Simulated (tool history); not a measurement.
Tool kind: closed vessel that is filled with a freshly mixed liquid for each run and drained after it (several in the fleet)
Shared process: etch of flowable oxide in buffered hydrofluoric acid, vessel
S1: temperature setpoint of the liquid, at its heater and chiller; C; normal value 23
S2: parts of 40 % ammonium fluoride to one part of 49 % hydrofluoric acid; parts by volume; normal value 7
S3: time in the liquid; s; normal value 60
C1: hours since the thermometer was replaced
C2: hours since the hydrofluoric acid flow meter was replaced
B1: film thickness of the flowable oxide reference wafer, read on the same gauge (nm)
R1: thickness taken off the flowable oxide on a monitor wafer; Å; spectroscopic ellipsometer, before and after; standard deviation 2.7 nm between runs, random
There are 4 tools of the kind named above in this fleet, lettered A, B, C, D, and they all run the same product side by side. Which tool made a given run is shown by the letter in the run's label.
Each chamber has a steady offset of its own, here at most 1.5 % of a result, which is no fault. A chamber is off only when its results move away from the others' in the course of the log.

| run | day | S1 | S2 | S3 | C1 | C2 | B1 | R1 |
|---|---|---|---|---|---|---|---|---|
| 1C | 0.458 | 23 | 7 | 60 | 557.8 | 1538 | 49.968 | 3451.4 |
| 2A | 0.792 | 23 | 7 | 60 | 691.8 | 875.2 | 50.002 | 3434.3 |
| 3D | 1.117 | 23 | 7 | 60 | 261.5 | 320.3 | 49.99 | 3441.9 |
| 4B | 1.496 | 23 | 7 | 60 | 283.7 | 296.4 | 49.989 | 3409.1 |
| 5D | 2.038 | 23 | 7 | 60 | 283.6 | 342.4 | 49.991 | 3418 |
| 6B | 2.496 | 23 | 7 | 60 | 307.7 | 320.4 | 50.022 | 3411.8 |
| 7C | 3.083 | 23 | 9 | 85 | 620.8 | 1601 | 49.998 | 3694.6 |
| 8A | 3.458 | 23 | 9 | 85 | 755.8 | 939.2 | 50.009 | 3693.9 |
| 9D | 4.033 | 23 | 9 | 85 | 331.5 | 390.3 | 50.002 | 3693.1 |
| 10B | 4.583 | 23 | 9 | 85 | 357.8 | 370.5 | 49.981 | 3716.6 |
| 11C | 5.158 | 23 | 7 | 60 | 670.6 | 1650.8 | 50.021 | 3427.5 |
| 12A | 5.521 | 23 | 7 | 60 | 805.3 | 988.7 | 50.006 | 3432.5 |
| 13D | 6.033 | 23 | 7 | 60 | 379.5 | 438.3 | 49.992 | 3369.7 |
| 14A | 6.558 | 23 | 7 | 60 | 830.2 | 1013.6 | 49.993 | 3451.9 |
| 15B | 6.871 | 23 | 7 | 60 | 412.7 | 425.4 | 50.03 | 3409.8 |
| 16C | 7.279 | 23 | 7 | 60 | 721.5 | 1701.7 | 49.975 | 3454.9 |
| 17A | 7.588 | 23 | 7 | 60 | 854.9 | 1038.3 | 49.996 | 3466.8 |
| 18B | 8.175 | 23 | 7 | 60 | 444 | 456.7 | 49.994 | 3454.5 |
| 19C | 8.671 | 23 | 7 | 60 | 754.9 | 1735.1 | 50.006 | 3371.1 |
| 20D | 9.004 | 23 | 7 | 60 | 450.8 | 509.6 | 50.014 | 3221.5 |
| 21C | 9.321 | 23 | 7 | 60 | 770.5 | 1750.7 | 49.983 | 3423.6 |
| 22B | 9.596 | 23 | 7 | 60 | 478.1 | 490.8 | 49.995 | 3419.1 |
| 23A | 9.9 | 23 | 7 | 60 | 910.4 | 1093.8 | 50.01 | 3489.3 |
| 24D | 10.492 | 26 | 7 | 60 | 486.5 | 545.3 | 50.025 | 3721.6 |
| 25D | 10.921 | 26 | 7 | 60 | 496.8 | 555.6 | 50.035 | 3709.2 |

Which is it: a chamber that has drifted or been left off by a service, a gauge drift common to all chambers, or only each chamber's usual small offset? If a chamber is off, name it and its likeliest cause.

One chamber, D, drifts off from the rest bit by bit.
What lies behind it: hydrofluoric acid flow below the setpoint (%) = 7.29.
The log might look much the same if the cause were instead: liquid colder than its thermometer reads (K).

Chamber D could run next with any of the 4 candidate recipes listed below; each alters the usual settings, and their results appear as question marks. Which one brings its results back in line with what the other chambers deliver on the usual settings?
In line means no further than this from the other chambers' mean on the usual settings: R1 93 Å
| 26D-1 | 11.346 | 22.5 | 7 | 60 |  |  |  | ? |
| 26D-2 | 11.346 | 23 | 7 | 65 |  |  |  | ? |
| 26D-3 | 11.346 | 23.5 | 7 | 60 |  |  |  | ? |
| 26D-4 | 11.346 | 21.5 | 7 | 60 |  |  |  | ? |

The other chambers' mean on the usual settings: R1 3437.1 Å
| run | R1 |
|---|---|
| 26D-1 | 3067.6 |
| 26D-2 | 3413.9 |
| 26D-3 | 3236.9 |
| 26D-4 | 2904.5 |
26D-2 is the one that brings the chamber's results back in line with the other chambers.
